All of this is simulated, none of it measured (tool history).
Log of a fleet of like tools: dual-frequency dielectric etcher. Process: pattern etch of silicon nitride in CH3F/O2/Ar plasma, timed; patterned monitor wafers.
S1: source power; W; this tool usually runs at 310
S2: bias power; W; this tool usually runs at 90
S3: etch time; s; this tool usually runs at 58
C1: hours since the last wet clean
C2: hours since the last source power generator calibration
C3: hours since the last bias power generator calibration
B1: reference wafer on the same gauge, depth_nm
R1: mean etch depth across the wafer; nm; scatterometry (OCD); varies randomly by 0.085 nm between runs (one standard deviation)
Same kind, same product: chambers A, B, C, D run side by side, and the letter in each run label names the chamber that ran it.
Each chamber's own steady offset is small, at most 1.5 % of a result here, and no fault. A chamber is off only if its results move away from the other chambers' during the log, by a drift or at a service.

Run 1C, hour 15.2: usual settings; C1 168.4; C2 3043.7; C3 1413.7; B1 33.504. Result: R1 40.041 nm.
Run 2D, hour 28.8: usual settings; C1 418.3; C2 217.8; C3 39.2; B1 33.516. Result: R1 39.527 nm.
Run 3B, hour 40.5: usual settings; C1 364.8; C2 280.5; C3 2162.7; B1 33.5. Result: R1 39.939 nm.
Run 4A, hour 53: usual settings; C1 191.7; C2 4022.8; C3 2296.9; B1 33.497. Result: R1 39.739 nm.
Run 5A, hour 61.7: usual settings; C1 200.4; C2 4031.5; C3 2305.6; B1 33.504. Result: R1 39.805 nm.
Run 6D, hour 73.6: usual settings; C1 463.1; C2 262.6; C3 84; B1 33.505. Result: R1 39.594 nm.
At hour 78.6: chamber B: wet clean of the chamber.
Run 7B, hour 82.8: usual settings; C1 4.2; C2 322.8; C3 2205; B1 33.492. Result: R1 39.994 nm.
Run 8C, hour 92: usual settings; C1 245.2; C2 3120.5; C3 1490.5; B1 33.481. Result: R1 39.9 nm.
Run 9A, hour 103.9: usual settings; C1 242.6; C2 4073.7; C3 2347.8; B1 33.501. Result: R1 39.875 nm.
Run 10D, hour 119.8: usual settings; C1 509.3; C2 308.8; C3 130.2; B1 33.498. Result: R1 39.63 nm.
Run 11B, hour 133.9: usual settings; C1 55.3; C2 373.9; C3 2256.1; B1 33.487. Result: R1 40.036 nm.
At hour 135.8: chamber A: source power generator calibrated.
At hour 136.2: chamber D: wet clean of the chamber.
Run 12C, hour 143.8: usual settings; C1 297; C2 3172.3; C3 1542.3; B1 33.493. Result: R1 40.129 nm.
Run 13D, hour 159.6: usual settings; C1 23.5; C2 348.6; C3 170; B1 33.513. Result: R1 39.496 nm.
Run 14C, hour 170.9: usual settings but S2 77 W, S3 46.5 s; C1 324.1; C2 3199.4; C3 1569.4; B1 33.498. Result: R1 30.386 nm.
Run 15A, hour 186.9: usual settings but S2 77 W, S3 46.5 s; C1 325.6; C2 51.1; C3 2430.8; B1 33.505. Result: R1 30.477 nm.
Run 16B, hour 202.5: usual settings but S2 77 W, S3 46.5 s; C1 123.9; C2 442.5; C3 2324.7; B1 33.496. Result: R1 30.291 nm.
Run 17C, hour 215: usual settings but S2 77 W, S3 46.5 s; C1 368.2; C2 3243.5; C3 1613.5; B1 33.489. Result: R1 30.342 nm.
Run 18D, hour 222.8: usual settings; C1 86.7; C2 411.8; C3 233.2; B1 33.5. Result: R1 39.526 nm.
Run 19A, hour 232.9: usual settings; C1 371.6; C2 97.1; C3 2476.8; B1 33.508. Result: R1 40.288 nm.
Run 20B, hour 241.2: usual settings; C1 162.6; C2 481.2; C3 2363.4; B1 33.5. Result: R1 39.957 nm.
Run 21C, hour 250.2: usual settings; C1 403.4; C2 3278.7; C3 1648.7; B1 33.516. Result: R1 39.905 nm.
Run 22D, hour 264.4: usual settings; C1 128.3; C2 453.4; C3 274.8; B1 33.506. Result: R1 39.539 nm.
Run 23B, hour 278.4: usual settings; C1 199.8; C2 518.4; C3 2400.6; B1 33.521. Result: R1 40.001 nm.
Run 24A, hour 289.2: usual settings; C1 427.9; C2 153.4; C3 2533.1; B1 33.488. Result: R1 40.171 nm.
Run 25D, hour 305.4: usual settings; C1 169.3; C2 494.4; C3 315.8; B1 33.513. Result: R1 39.622 nm.
Run 26B, hour 319.8: usual settings but S3 65.5 s; C1 241.2; C2 559.8; C3 2442; B1 33.507. Result: R1 45.31 nm.
At hour 321.6: chamber C: wet clean of the chamber.
Run 27C, hour 334: usual settings but S3 65.5 s; C1 12.5; C2 3362.5; C3 1732.5; B1 33.498. Result: R1 45.015 nm.
Run 28A, hour 349.3: usual settings but S3 65.5 s; C1 488; C2 213.5; C3 2593.2; B1 33.499. Result: R1 45.437 nm.
Run 29C, hour 356.7: usual settings but S3 65.5 s; C1 35.2; C2 3385.2; C3 1755.2; B1 33.507. Result: R1 45.199 nm.
Run 30A, hour 367: usual settings; C1 505.7; C2 231.2; C3 2610.9; B1 33.491. Result: R1 40.266 nm.
Run 31D, hour 381.5: usual settings; C1 245.4; C2 570.5; C3 391.9; B1 33.491. Result: R1 39.448 nm.

Does one chamber stand apart from the rest, does the shared gauge drift, or is all well apart from small per-chamber offsets? Give the chamber and the most likely cause, where there is one.

After it was serviced, chamber A no longer matches the other chambers.
Likeliest cause: source power that arrives over what is set, % = 4.34.

Here are 4 candidates for chamber A's next run, each the usual settings with a change, their results left as question marks. Which one brings its results back in line with what the others give on the usual settings?
Counts as in line when no further than this from what the other chambers average on the usual settings: R1 0.32 nm
Run 32A-1, hour 393.5: usual settings but S3 56.5 s. Result: R1 ?.
Run 32A-2, hour 393.5: usual settings but S1 300 W. Result: R1 ?.
Run 32A-3, hour 393.5: usual settings but S2 93 W. Result: R1 ?.
Run 32A-4, hour 393.5: usual settings but S3 59.5 s. Result: R1 ?.

The other chambers' mean on the usual settings: R1 39.812 nm
  run      R1
32A-1  39.307
32A-2  39.858
32A-3  40.844
32A-4  41.394
32A-2 puts the chamber back in line with the other chambers.

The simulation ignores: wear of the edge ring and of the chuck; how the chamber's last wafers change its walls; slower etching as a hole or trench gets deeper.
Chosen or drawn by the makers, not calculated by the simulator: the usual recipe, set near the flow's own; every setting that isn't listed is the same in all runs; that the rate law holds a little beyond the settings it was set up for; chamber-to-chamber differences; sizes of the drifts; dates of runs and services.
